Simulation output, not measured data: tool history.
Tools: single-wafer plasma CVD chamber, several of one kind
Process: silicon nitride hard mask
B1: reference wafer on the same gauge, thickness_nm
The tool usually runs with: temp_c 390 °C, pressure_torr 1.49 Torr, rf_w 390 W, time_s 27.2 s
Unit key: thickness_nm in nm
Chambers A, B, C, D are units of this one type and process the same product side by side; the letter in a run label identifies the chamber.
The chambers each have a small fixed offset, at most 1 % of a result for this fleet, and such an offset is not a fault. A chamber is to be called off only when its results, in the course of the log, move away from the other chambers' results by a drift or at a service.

run 1D day=0.200 | temp_c=390 pressure_torr=1.49 rf_w=390 time_s=27.2 | B1=41.490 | thickness_nm=36.373
run 2A day=0.329 | temp_c=390 pressure_torr=1.49 rf_w=390 time_s=27.2 | B1=41.505 | thickness_nm=36.161
run 3B day=0.450 | temp_c=390 pressure_torr=1.49 rf_w=390 time_s=27.2 | B1=41.477 | thickness_nm=36.429
run 4C day=0.596 | temp_c=390 pressure_torr=1.49 rf_w=390 time_s=27.2 | B1=41.509 | thickness_nm=36.522
run 5A day=0.758 | temp_c=390 pressure_torr=1.49 rf_w=390 time_s=27.2 | B1=41.510 | thickness_nm=36.199
run 6D day=0.867 | temp_c=390 pressure_torr=1.49 rf_w=390 time_s=27.2 | B1=41.508 | thickness_nm=36.460
run 7C day=1.075 | temp_c=390 pressure_torr=1.49 rf_w=390 time_s=27.2 | B1=41.502 | thickness_nm=36.423
run 8B day=1.288 | temp_c=390 pressure_torr=1.49 rf_w=390 time_s=27.2 | B1=41.483 | thickness_nm=36.498
-- day=1.321 chamber A: RF generator calibrated
run 9C day=1.504 | temp_c=390 pressure_torr=1.49 rf_w=390 time_s=27.2 | B1=41.526 | thickness_nm=36.478
run 10D day=1.662 | temp_c=390 pressure_torr=1.49 rf_w=390 time_s=27.2 | B1=41.518 | thickness_nm=36.398
run 11B day=1.817 | temp_c=390 pressure_torr=1.49 rf_w=390 time_s=27.2 | B1=41.479 | thickness_nm=36.641
run 12A day=1.933 | temp_c=390 pressure_torr=1.49 rf_w=390 time_s=27.2 | B1=41.509 | thickness_nm=36.221
run 13D day=2.050 | temp_c=390 pressure_torr=1.49 rf_w=390 time_s=27.2 | B1=41.514 | thickness_nm=36.475
run 14B day=2.279 | temp_c=390 pressure_torr=1.49 rf_w=390 time_s=27.2 | B1=41.492 | thickness_nm=36.605
run 15A day=2.467 | temp_c=390 pressure_torr=1.49 rf_w=390 time_s=27.2 | B1=41.497 | thickness_nm=36.162
run 16C day=2.671 | temp_c=390 pressure_torr=1.49 rf_w=390 time_s=27.2 | B1=41.501 | thickness_nm=36.619
run 17A day=2.838 | temp_c=390 pressure_torr=1.49 rf_w=390 time_s=27.2 | B1=41.510 | thickness_nm=36.207
run 18C day=3.012 | temp_c=390 pressure_torr=1.49 rf_w=450 time_s=25.5 | B1=41.483 | thickness_nm=37.090
run 19B day=3.200 | temp_c=390 pressure_torr=1.49 rf_w=450 time_s=25.5 | B1=41.515 | thickness_nm=37.260
run 20D day=3.338 | temp_c=390 pressure_torr=1.49 rf_w=450 time_s=25.5 | B1=41.503 | thickness_nm=37.049
run 21A day=3.467 | temp_c=390 pressure_torr=1.49 rf_w=450 time_s=25.5 | B1=41.505 | thickness_nm=36.850
run 22B day=3.625 | temp_c=390 pressure_torr=1.49 rf_w=390 time_s=27.2 | B1=41.486 | thickness_nm=36.559
run 23D day=3.825 | temp_c=390 pressure_torr=1.49 rf_w=390 time_s=27.2 | B1=41.507 | thickness_nm=36.121
run 24C day=4.021 | temp_c=390 pressure_torr=1.49 rf_w=390 time_s=27.2 | B1=41.516 | thickness_nm=36.643
run 25A day=4.150 | temp_c=390 pressure_torr=1.49 rf_w=390 time_s=27.2 | B1=41.476 | thickness_nm=36.326
run 26C day=4.258 | temp_c=390 pressure_torr=1.49 rf_w=390 time_s=27.2 | B1=41.502 | thickness_nm=36.619
run 27D day=4.421 | temp_c=390 pressure_torr=1.49 rf_w=390 time_s=27.2 | B1=41.526 | thickness_nm=36.127
-- day=4.500 chamber B: thermocouple changed; heater temperature recalibrated
run 28B day=4.571 | temp_c=396 pressure_torr=1.82 rf_w=390 time_s=27.2 | B1=41.508 | thickness_nm=38.506
run 29D day=4.717 | temp_c=396 pressure_torr=1.82 rf_w=390 time_s=27.2 | B1=41.535 | thickness_nm=37.951
run 30A day=4.938 | temp_c=396 pressure_torr=1.82 rf_w=390 time_s=27.2 | B1=41.489 | thickness_nm=38.183
run 31B day=5.146 | temp_c=396 pressure_torr=1.82 rf_w=390 time_s=27.2 | B1=41.500 | thickness_nm=38.713
run 32C day=5.258 | temp_c=390 pressure_torr=1.49 rf_w=390 time_s=27.2 | B1=41.509 | thickness_nm=36.433
run 33B day=5.408 | temp_c=377 pressure_torr=1.63 rf_w=390 time_s=27.2 | B1=41.502 | thickness_nm=37.618
run 34A day=5.550 | temp_c=377 pressure_torr=1.63 rf_w=390 time_s=27.2 | B1=41.481 | thickness_nm=37.344
run 35C day=5.675 | temp_c=377 pressure_torr=1.63 rf_w=390 time_s=27.2 | B1=41.519 | thickness_nm=37.714
run 36D day=5.858 | temp_c=377 pressure_torr=1.63 rf_w=390 time_s=27.2 | B1=41.496 | thickness_nm=36.992
run 37D day=6.058 | temp_c=390 pressure_torr=1.49 rf_w=390 time_s=27.2 | B1=41.511 | thickness_nm=35.660
run 38C day=6.250 | temp_c=390 pressure_torr=1.49 rf_w=390 time_s=27.2 | B1=41.495 | thickness_nm=36.675

For the next run the whole fleet of 4 chambers uses the same settings. Give each chamber's results:
run 39A day=6.425 | temp_c=390 pressure_torr=1.49 rf_w=390 time_s=27.2 | thickness_nm=?
run 39B day=6.425 | temp_c=390 pressure_torr=1.49 rf_w=390 time_s=27.2 | thickness_nm=?
run 39C day=6.425 | temp_c=390 pressure_torr=1.49 rf_w=390 time_s=27.2 | thickness_nm=?
run 39D day=6.425 | temp_c=390 pressure_torr=1.49 rf_w=390 time_s=27.2 | thickness_nm=?

run=39A thickness_nm=36.141
run=39B thickness_nm=36.587
run=39C thickness_nm=36.456
run=39D thickness_nm=35.932
